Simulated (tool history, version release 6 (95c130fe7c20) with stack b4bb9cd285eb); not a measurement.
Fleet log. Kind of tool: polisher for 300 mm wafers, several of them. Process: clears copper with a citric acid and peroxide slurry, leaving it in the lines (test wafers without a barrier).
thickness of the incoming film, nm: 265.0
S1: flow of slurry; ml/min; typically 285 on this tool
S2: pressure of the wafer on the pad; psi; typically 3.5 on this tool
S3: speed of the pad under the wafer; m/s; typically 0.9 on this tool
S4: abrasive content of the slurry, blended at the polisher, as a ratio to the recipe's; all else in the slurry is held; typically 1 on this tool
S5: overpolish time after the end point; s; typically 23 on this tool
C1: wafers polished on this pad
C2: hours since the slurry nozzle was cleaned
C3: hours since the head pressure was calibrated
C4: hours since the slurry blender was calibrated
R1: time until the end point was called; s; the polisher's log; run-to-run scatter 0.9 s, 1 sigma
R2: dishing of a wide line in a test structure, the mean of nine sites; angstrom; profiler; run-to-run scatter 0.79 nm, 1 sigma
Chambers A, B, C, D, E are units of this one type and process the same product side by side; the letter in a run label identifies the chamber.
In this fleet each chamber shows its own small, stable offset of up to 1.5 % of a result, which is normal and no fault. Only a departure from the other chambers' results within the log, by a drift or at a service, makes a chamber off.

run	hour	S1	S2	S3	S4	S5	C1	C2	C3	C4	R1	R2
1E	6.4	285	3.5	0.9	1	23	334	559.3	503.2	133.9	107.13	393.88
2C	17	285	3.5	0.9	1	23	1157	155.1	836.8	150.8	107.03	389.52
# hour 17.2: chamber E: slurry nozzle cleaned
3B	23.4	285	3.5	0.9	1	23	1222	64.7	555.9	224.5	108.54	388.81
4A	31.9	285	3.5	0.9	1	23	349	220.2	880.7	48.4	107.17	384.27
5D	38.4	240	4.1	0.9	1	23	1075	355	1374.7	256.9	91.975	438.07
6A	44.2	240	4.1	0.9	1	23	439	232.5	893	60.7	92.748	430.62
7B	53.7	240	4.1	0.9	1	23	1445	95	586.2	254.8	93.235	436.71
# hour 58.6: chamber A: slurry nozzle cleaned
8E	62	240	4.1	0.9	1	23	741	44.8	558.8	189.5	93.754	450.6
# hour 65.3: chamber C: worn pad replaced by a new one
# hour 66.8: chamber B: worn pad replaced by a new one
# hour 68.8: chamber D: head pressure recalibrated
9D	69.3	240	4.1	0.9	1	23	1302	385.9	0.5	287.8	93.359	422.39
10C	77.6	285	3.5	0.9	1	23	90	215.7	897.4	211.4	108.01	386.05
# hour 82.6: chamber E: worn pad replaced by a new one
11B	86.8	285	3.5	0.9	1	23	146	128.1	619.3	287.9	107	375.34
12C	92.1	285	3.5	0.9	1	23	196	230.2	911.9	225.9	106.9	394
# hour 95.5: chamber A: worn pad replaced by a new one
# hour 97.6: chamber C: slurry blender recalibrated
13D	100.7	285	3.5	0.9	1	23	1532	417.3	31.9	319.2	107.74	389.97
14A	107.1	285	3.5	0.9	1	23	85	48.6	955.9	123.6	108.35	389.65
# hour 113.1: chamber A: head pressure recalibrated
15E	115.4	285	3.5	0.9	1	23	240	98.2	612.2	242.9	108.2	376.68
16C	126.3	285	3.5	0.9	1	23	447	264.4	946.1	28.8	106.43	379.36
17E	131.1	285	3.5	0.9	1	23	356	113.9	627.9	258.6	107.82	375.04
18D	139.1	285	3.5	0.9	1	23	1814	455.7	70.3	357.6	108.7	378.24
19B	144.2	285	3.5	0.9	1	23	567	185.5	676.7	345.3	107	389.47
20A	155.1	285	3.5	0.9	1	23	437	96.6	42	171.6	108.72	399.14
21E	164.9	285	3.5	0.9	1	23	604	147.7	661.7	292.4	107.58	380.32
# hour 165: chamber E: head pressure recalibrated
22B	171	285	3.5	0.9	1	23	764	212.3	703.5	372.1	107.87	398.57
# hour 171.1: chamber A: slurry blender recalibrated
23C	177.9	285	3.5	0.9	1	23	826	316	997.7	80.4	107.04	378.33
24A	186.7	285	3.5	0.9	1	23	669	128.2	73.6	15.7	106.75	377.33
25D	195.2	285	3.5	0.9	1	23	2225	511.8	126.4	413.7	113.14	364.57
# hour 198.6: chamber E: slurry blender recalibrated
26D	202	285	3.5	0.9	1	23	2275	518.6	133.2	420.5	112	382.84
# hour 203.1: chamber B: slurry blender recalibrated
27E	207.6	285	3.5	0.9	1	23	917	190.4	42.6	9.1	104.34	383.02
28A	212.4	285	3.5	0.9	1	23	858	153.9	99.3	41.4	106.89	395.08
29B	217.9	285	3.5	0.9	1	23	1108	259.2	750.4	14.9	107.04	381.6
# hour 220: chamber E: worn pad replaced by a new one
30C	227.3	285	3.5	0.9	1	23	1188	365.4	1047.1	129.8	108.94	393.79
# hour 232: chamber C: head pressure recalibrated
31E	232	285	3.5	0.9	1	23	88	214.8	67	33.5	106.36	378.65
# hour 237.2: chamber C: worn pad replaced by a new one
32C	239.9	285	3.5	0.9	1	23	19	378	7.9	142.4	105.6	379.51
33B	246.6	230	3.5	0.9	1	32	1319	287.9	779.1	43.6	110.34	486.65

Predict what each chamber gives when all 5 of them run the settings below next.
34A	254.4	220	3.5	0.9	1	23					?	?
34B	254.4	220	3.5	0.9	1	23					?	?
34C	254.4	220	3.5	0.9	1	23					?	?
34D	254.4	220	3.5	0.9	1	23					?	?
34E	254.4	220	3.5	0.9	1	23					?	?

run	R1	R2
34A	110.83	389.61
34B	108.94	380.17
34C	111.14	372.19
34D	119.08	367.43
34E	108.78	379.15

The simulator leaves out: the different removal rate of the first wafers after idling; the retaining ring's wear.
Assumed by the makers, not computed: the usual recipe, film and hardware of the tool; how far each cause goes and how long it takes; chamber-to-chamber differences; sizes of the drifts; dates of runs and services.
